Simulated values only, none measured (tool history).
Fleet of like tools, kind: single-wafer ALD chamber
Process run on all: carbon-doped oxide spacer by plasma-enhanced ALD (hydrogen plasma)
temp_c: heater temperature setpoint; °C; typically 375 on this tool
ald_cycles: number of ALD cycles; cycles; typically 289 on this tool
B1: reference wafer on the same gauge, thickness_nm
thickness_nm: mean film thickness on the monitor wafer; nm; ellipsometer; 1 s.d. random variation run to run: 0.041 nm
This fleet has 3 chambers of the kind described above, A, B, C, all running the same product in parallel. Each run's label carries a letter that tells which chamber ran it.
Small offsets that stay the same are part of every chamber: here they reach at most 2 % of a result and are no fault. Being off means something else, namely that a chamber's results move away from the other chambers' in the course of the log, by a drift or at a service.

run 1C day=0.229 | temp_c=375 ald_cycles=289 | B1=11.699 | thickness_nm=14.768
run 2A day=0.467 | temp_c=375 ald_cycles=289 | B1=11.697 | thickness_nm=14.376
run 3B day=0.617 | temp_c=375 ald_cycles=289 | B1=11.702 | thickness_nm=14.254
run 4B day=0.750 | temp_c=375 ald_cycles=289 | B1=11.694 | thickness_nm=14.293
run 5C day=0.912 | temp_c=364 ald_cycles=307 | B1=11.699 | thickness_nm=15.632
run 6A day=1.033 | temp_c=364 ald_cycles=307 | B1=11.703 | thickness_nm=15.232
run 7B day=1.175 | temp_c=364 ald_cycles=307 | B1=11.697 | thickness_nm=15.198
run 8A day=1.292 | temp_c=375 ald_cycles=289 | B1=11.703 | thickness_nm=14.318
run 9C day=1.492 | temp_c=375 ald_cycles=289 | B1=11.702 | thickness_nm=14.764
run 10B day=1.646 | temp_c=375 ald_cycles=289 | B1=11.695 | thickness_nm=14.260
run 11A day=1.792 | temp_c=375 ald_cycles=289 | B1=11.706 | thickness_nm=14.410
run 12C day=1.921 | temp_c=375 ald_cycles=289 | B1=11.700 | thickness_nm=14.679
run 13B day=2.146 | temp_c=375 ald_cycles=289 | B1=11.704 | thickness_nm=14.297
run 14C day=2.325 | temp_c=365 ald_cycles=232 | B1=11.700 | thickness_nm=11.770
run 15A day=2.592 | temp_c=365 ald_cycles=232 | B1=11.690 | thickness_nm=11.473
run 16C day=2.838 | temp_c=365 ald_cycles=232 | B1=11.703 | thickness_nm=11.825
run 17A day=2.962 | temp_c=366 ald_cycles=308 | B1=11.699 | thickness_nm=15.329
run 18B day=3.171 | temp_c=366 ald_cycles=308 | B1=11.697 | thickness_nm=15.180
run 19B day=3.433 | temp_c=366 ald_cycles=308 | B1=11.696 | thickness_nm=15.192
run 20C day=3.600 | temp_c=375 ald_cycles=289 | B1=11.695 | thickness_nm=14.730
run 21A day=3.838 | temp_c=375 ald_cycles=289 | B1=11.700 | thickness_nm=14.347
run 22C day=4.004 | temp_c=375 ald_cycles=289 | B1=11.703 | thickness_nm=14.730
run 23A day=4.246 | temp_c=375 ald_cycles=289 | B1=11.697 | thickness_nm=14.344
run 24B day=4.388 | temp_c=375 ald_cycles=289 | B1=11.707 | thickness_nm=14.345
run 25C day=4.546 | temp_c=375 ald_cycles=289 | B1=11.714 | thickness_nm=14.659
run 26B day=4.771 | temp_c=363 ald_cycles=242 | B1=11.701 | thickness_nm=11.984
run 27A day=4.958 | temp_c=363 ald_cycles=242 | B1=11.710 | thickness_nm=12.002
run 28B day=5.196 | temp_c=363 ald_cycles=242 | B1=11.700 | thickness_nm=11.887
run 29C day=5.442 | temp_c=375 ald_cycles=289 | B1=11.695 | thickness_nm=14.625
run 30A day=5.596 | temp_c=375 ald_cycles=289 | B1=11.691 | thickness_nm=14.433
run 31B day=5.779 | temp_c=375 ald_cycles=289 | B1=11.697 | thickness_nm=14.274
run 32C day=6.017 | temp_c=375 ald_cycles=289 | B1=11.705 | thickness_nm=14.704
run 33A day=6.229 | temp_c=375 ald_cycles=289 | B1=11.703 | thickness_nm=14.398
run 34C day=6.446 | temp_c=375 ald_cycles=289 | B1=11.706 | thickness_nm=14.733
run 35A day=6.696 | temp_c=375 ald_cycles=289 | B1=11.694 | thickness_nm=14.369
run 36B day=6.908 | temp_c=375 ald_cycles=289 | B1=11.699 | thickness_nm=14.316
run 37A day=7.138 | temp_c=375 ald_cycles=289 | B1=11.702 | thickness_nm=14.407
run 38C day=7.300 | temp_c=375 ald_cycles=289 | B1=11.694 | thickness_nm=14.777
run 39B day=7.425 | temp_c=375 ald_cycles=289 | B1=11.701 | thickness_nm=14.240

Predict what each chamber gives when all 3 of them run the settings below next.
run 40A day=7.617 | temp_c=375 ald_cycles=289 | thickness_nm=?
run 40B day=7.617 | temp_c=375 ald_cycles=289 | thickness_nm=?
run 40C day=7.617 | temp_c=375 ald_cycles=289 | thickness_nm=?

run=40A thickness_nm=14.321
run=40B thickness_nm=14.263
run=40C thickness_nm=14.771
